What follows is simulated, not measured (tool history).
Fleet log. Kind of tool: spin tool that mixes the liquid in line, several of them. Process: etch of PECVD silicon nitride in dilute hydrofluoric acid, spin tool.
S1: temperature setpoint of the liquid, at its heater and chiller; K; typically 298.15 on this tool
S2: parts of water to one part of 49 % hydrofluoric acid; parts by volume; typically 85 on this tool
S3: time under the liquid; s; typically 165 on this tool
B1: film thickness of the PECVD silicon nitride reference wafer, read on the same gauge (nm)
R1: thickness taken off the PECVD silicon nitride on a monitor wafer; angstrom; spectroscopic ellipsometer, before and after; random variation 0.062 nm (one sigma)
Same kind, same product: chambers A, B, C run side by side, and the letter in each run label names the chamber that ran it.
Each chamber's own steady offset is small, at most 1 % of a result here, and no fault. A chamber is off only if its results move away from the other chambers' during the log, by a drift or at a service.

run 1C hour=3.8 | S1=298.15 S2=85 S3=165 | B1=100.01 | R1=69.482
run 2B hour=9.8 | S1=298.15 S2=85 S3=165 | B1=99.991 | R1=70.183
run 3A hour=14.4 | S1=298.15 S2=85 S3=165 | B1=100.01 | R1=69.677
run 4B hour=19.3 | S1=298.15 S2=85 S3=165 | B1=100 | R1=68.313
run 5C hour=25.5 | S1=298.15 S2=85 S3=165 | B1=100.02 | R1=70.201
run 6A hour=29 | S1=298.15 S2=85 S3=165 | B1=99.999 | R1=69.166
run 7C hour=35.3 | S1=298.15 S2=85 S3=165 | B1=100.01 | R1=69.554
run 8B hour=39.7 | S1=298.15 S2=85 S3=165 | B1=100.03 | R1=68.393
run 9A hour=43.2 | S1=298.15 S2=85 S3=165 | B1=99.975 | R1=68.498
run 10A hour=47.1 | S1=298.15 S2=85 S3=165 | B1=100.02 | R1=68.323
run 11B hour=51.2 | S1=298.15 S2=85 S3=165 | B1=99.969 | R1=69.172
run 12C hour=55.2 | S1=296.15 S2=60 S3=165 | B1=99.998 | R1=86.029
run 13C hour=60.1 | S1=296.15 S2=60 S3=165 | B1=99.994 | R1=85.649
run 14A hour=66.5 | S1=296.15 S2=60 S3=165 | B1=99.988 | R1=82.982
run 15B hour=72.7 | S1=298.15 S2=85 S3=165 | B1=99.99 | R1=68.953
run 16B hour=79 | S1=293.65 S2=55 S3=165 | B1=100.02 | R1=77.423
run 17A hour=83.6 | S1=293.65 S2=55 S3=165 | B1=99.998 | R1=76.5
run 18C hour=88.4 | S1=293.65 S2=55 S3=165 | B1=99.956 | R1=77.628
run 19B hour=93.1 | S1=298.15 S2=85 S3=165 | B1=100.03 | R1=69.156
run 20A hour=99.4 | S1=298.15 S2=85 S3=165 | B1=100 | R1=68.947
run 21C hour=102.9 | S1=298.15 S2=85 S3=165 | B1=100 | R1=69.284
run 22A hour=108.5 | S1=298.15 S2=85 S3=165 | B1=100.02 | R1=69.577
run 23C hour=113.8 | S1=298.15 S2=85 S3=165 | B1=100.02 | R1=69.268
run 24B hour=116.9 | S1=298.15 S2=85 S3=165 | B1=100.03 | R1=66.757
run 25C hour=121.3 | S1=298.15 S2=85 S3=165 | B1=100.01 | R1=69.718
run 26A hour=127.6 | S1=298.15 S2=85 S3=165 | B1=100 | R1=69.046
run 27B hour=132.3 | S1=298.15 S2=70 S3=165 | B1=100.01 | R1=81.379
run 28B hour=137.4 | S1=298.15 S2=70 S3=165 | B1=99.962 | R1=80.318
run 29C hour=140.4 | S1=298.15 S2=70 S3=165 | B1=100 | R1=83.824
run 30A hour=144.4 | S1=298.15 S2=85 S3=165 | B1=99.984 | R1=68.731
run 31A hour=149 | S1=298.15 S2=85 S3=165 | B1=100 | R1=68.089
run 32C hour=153.1 | S1=298.15 S2=85 S3=165 | B1=99.965 | R1=70.167
run 33B hour=158.8 | S1=298.15 S2=85 S3=165 | B1=100.01 | R1=65.107
run 34B hour=163.1 | S1=301.15 S2=85 S3=235 | B1=99.998 | R1=113.2
run 35C hour=168.2 | S1=301.15 S2=85 S3=235 | B1=100.03 | R1=116.73
run 36A hour=174.4 | S1=301.15 S2=85 S3=235 | B1=99.997 | R1=119.41
run 37A hour=179.8 | S1=298.15 S2=85 S3=110 | B1=99.99 | R1=45.04
run 38C hour=184.8 | S1=298.15 S2=85 S3=110 | B1=99.987 | R1=46.324
run 39B hour=188.7 | S1=298.15 S2=85 S3=110 | B1=99.996 | R1=42.021
run 40A hour=192.3 | S1=298.15 S2=85 S3=165 | B1=100.01 | R1=68.587
run 41C hour=196 | S1=298.15 S2=85 S3=165 | B1=99.957 | R1=68.931

Next, all 3 chambers run the settings below, one line each with question marks for the results. What does each chamber give?
run 42A hour=200.6 | S1=301.65 S2=85 S3=165 | R1=?
run 42B hour=200.6 | S1=301.65 S2=85 S3=165 | R1=?
run 42C hour=200.6 | S1=301.65 S2=85 S3=165 | R1=?

run=42A R1=86.229
run=42B R1=80.097
run=42C R1=86.456
